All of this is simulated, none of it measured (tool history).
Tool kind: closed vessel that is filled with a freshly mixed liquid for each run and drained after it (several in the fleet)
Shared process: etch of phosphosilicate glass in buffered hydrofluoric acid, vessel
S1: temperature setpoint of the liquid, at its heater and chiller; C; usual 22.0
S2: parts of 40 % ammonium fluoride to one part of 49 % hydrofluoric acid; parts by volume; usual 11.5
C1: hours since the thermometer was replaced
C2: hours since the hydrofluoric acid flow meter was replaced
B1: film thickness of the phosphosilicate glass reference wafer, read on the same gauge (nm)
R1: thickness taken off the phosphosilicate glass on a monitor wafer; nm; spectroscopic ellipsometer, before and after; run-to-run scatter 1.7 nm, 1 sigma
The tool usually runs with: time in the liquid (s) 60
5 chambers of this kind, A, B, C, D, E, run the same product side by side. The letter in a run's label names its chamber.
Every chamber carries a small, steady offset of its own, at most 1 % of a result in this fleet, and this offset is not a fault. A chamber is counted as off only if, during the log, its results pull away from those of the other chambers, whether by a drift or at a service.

Run 1E, day 0.238: usual settings; C1 508.8; C2 2366.4; B1 60.005. Result: R1 268.82 nm.
Run 2A, day 0.521: usual settings; C1 1364.8; C2 158.6; B1 59.975. Result: R1 271.57 nm.
Run 3B, day 0.921: usual settings; C1 608.5; C2 1754.0; B1 59.993. Result: R1 275.95 nm.
Run 4D, day 1.254: usual settings; C1 790.8; C2 124.8; B1 59.975. Result: R1 271.51 nm.
Run 5C, day 1.562: usual settings; C1 412.7; C2 1498.3; B1 60.029. Result: R1 271.66 nm.
At day 1.817: chamber E: hydrofluoric acid flow meter replaced.
Run 6D, day 2.025: usual settings; C1 809.3; C2 143.3; B1 60.000. Result: R1 274.02 nm.
Run 7E, day 2.442: usual settings; C1 561.7; C2 15.1; B1 59.993. Result: R1 272.31 nm.
Run 8B, day 2.850: usual settings but S2 8.5 parts by volume, time in the liquid (s) 75; C1 654.8; C2 1800.3; B1 59.998. Result: R1 454.48 nm.
Run 9C, day 3.396: usual settings but S2 8.5 parts by volume, time in the liquid (s) 75; C1 456.7; C2 1542.3; B1 59.998. Result: R1 443.24 nm.
Run 10A, day 3.917: usual settings but S2 8.5 parts by volume, time in the liquid (s) 75; C1 1446.3; C2 240.1; B1 60.009. Result: R1 445.22 nm.
Run 11C, day 4.375: usual settings but S2 8.5 parts by volume, time in the liquid (s) 75; C1 480.2; C2 1565.8; B1 60.011. Result: R1 444.23 nm.
Run 12E, day 4.921: usual settings but S2 8.5 parts by volume, time in the liquid (s) 75; C1 621.2; C2 74.6; B1 60.006. Result: R1 441.78 nm.
Run 13B, day 5.292: usual settings; C1 713.4; C2 1858.9; B1 59.990. Result: R1 278.09 nm.
Run 14A, day 5.679: usual settings; C1 1488.6; C2 282.4; B1 59.970. Result: R1 274.36 nm.
Run 15D, day 6.225: usual settings but S1 26.5 C; C1 910.1; C2 244.1; B1 59.998. Result: R1 342.09 nm.
Run 16D, day 6.625: usual settings but S1 26.5 C; C1 919.7; C2 253.7; B1 60.017. Result: R1 340.30 nm.
Run 17E, day 6.958: usual settings but S1 26.5 C; C1 670.1; C2 123.5; B1 59.991. Result: R1 346.14 nm.
Run 18B, day 7.483: usual settings but S1 26.5 C; C1 766.0; C2 1911.5; B1 59.981. Result: R1 351.47 nm.
Run 19C, day 7.796: usual settings but S1 26.5 C; C1 562.3; C2 1647.9; B1 59.992. Result: R1 344.96 nm.
Run 20A, day 8.046: usual settings; C1 1545.4; C2 339.2; B1 59.980. Result: R1 278.08 nm.
Run 21A, day 8.550: usual settings; C1 1557.5; C2 351.3; B1 60.008. Result: R1 276.00 nm.
Run 22D, day 8.900: usual settings; C1 974.3; C2 308.3; B1 59.988. Result: R1 272.54 nm.
Run 23E, day 9.446: usual settings; C1 729.8; C2 183.2; B1 59.982. Result: R1 272.05 nm.
Run 24B, day 9.779: usual settings; C1 821.1; C2 1966.6; B1 59.991. Result: R1 277.00 nm.
Run 25C, day 10.254: usual settings but S1 20.5 C; C1 621.3; C2 1706.9; B1 60.008. Result: R1 251.61 nm.
Run 26A, day 10.621: usual settings but S1 20.5 C; C1 1607.2; C2 401.0; B1 60.016. Result: R1 258.91 nm.
At day 10.825: chamber C: hydrofluoric acid flow meter replaced.
Run 27B, day 11.092: usual settings but S1 20.5 C; C1 852.6; C2 1998.1; B1 60.020. Result: R1 257.67 nm.
Run 28D, day 11.475: usual settings but S1 20.5 C; C1 1036.1; C2 370.1; B1 59.987. Result: R1 248.83 nm.
Run 29E, day 11.917: usual settings but S1 20.5 C; C1 789.1; C2 242.5; B1 59.989. Result: R1 249.88 nm.
Run 30C, day 12.250: usual settings; C1 669.2; C2 34.2; B1 60.000. Result: R1 270.74 nm.
Run 31D, day 12.617: usual settings; C1 1063.5; C2 397.5; B1 59.997. Result: R1 268.25 nm.
Run 32B, day 12.883: usual settings; C1 895.6; C2 2041.1; B1 59.994. Result: R1 277.05 nm.

Each of the 5 chambers runs these same settings next. Fill in every chamber's results:
Run 33A, day 13.279: usual settings. Result: R1 ?.
Run 33B, day 13.279: usual settings. Result: R1 ?.
Run 33C, day 13.279: usual settings. Result: R1 ?.
Run 33D, day 13.279: usual settings. Result: R1 ?.
Run 33E, day 13.279: usual settings. Result: R1 ?.

run      R1
33A  284.40
33B  275.21
33C  271.40
33D  269.00
33E  271.26

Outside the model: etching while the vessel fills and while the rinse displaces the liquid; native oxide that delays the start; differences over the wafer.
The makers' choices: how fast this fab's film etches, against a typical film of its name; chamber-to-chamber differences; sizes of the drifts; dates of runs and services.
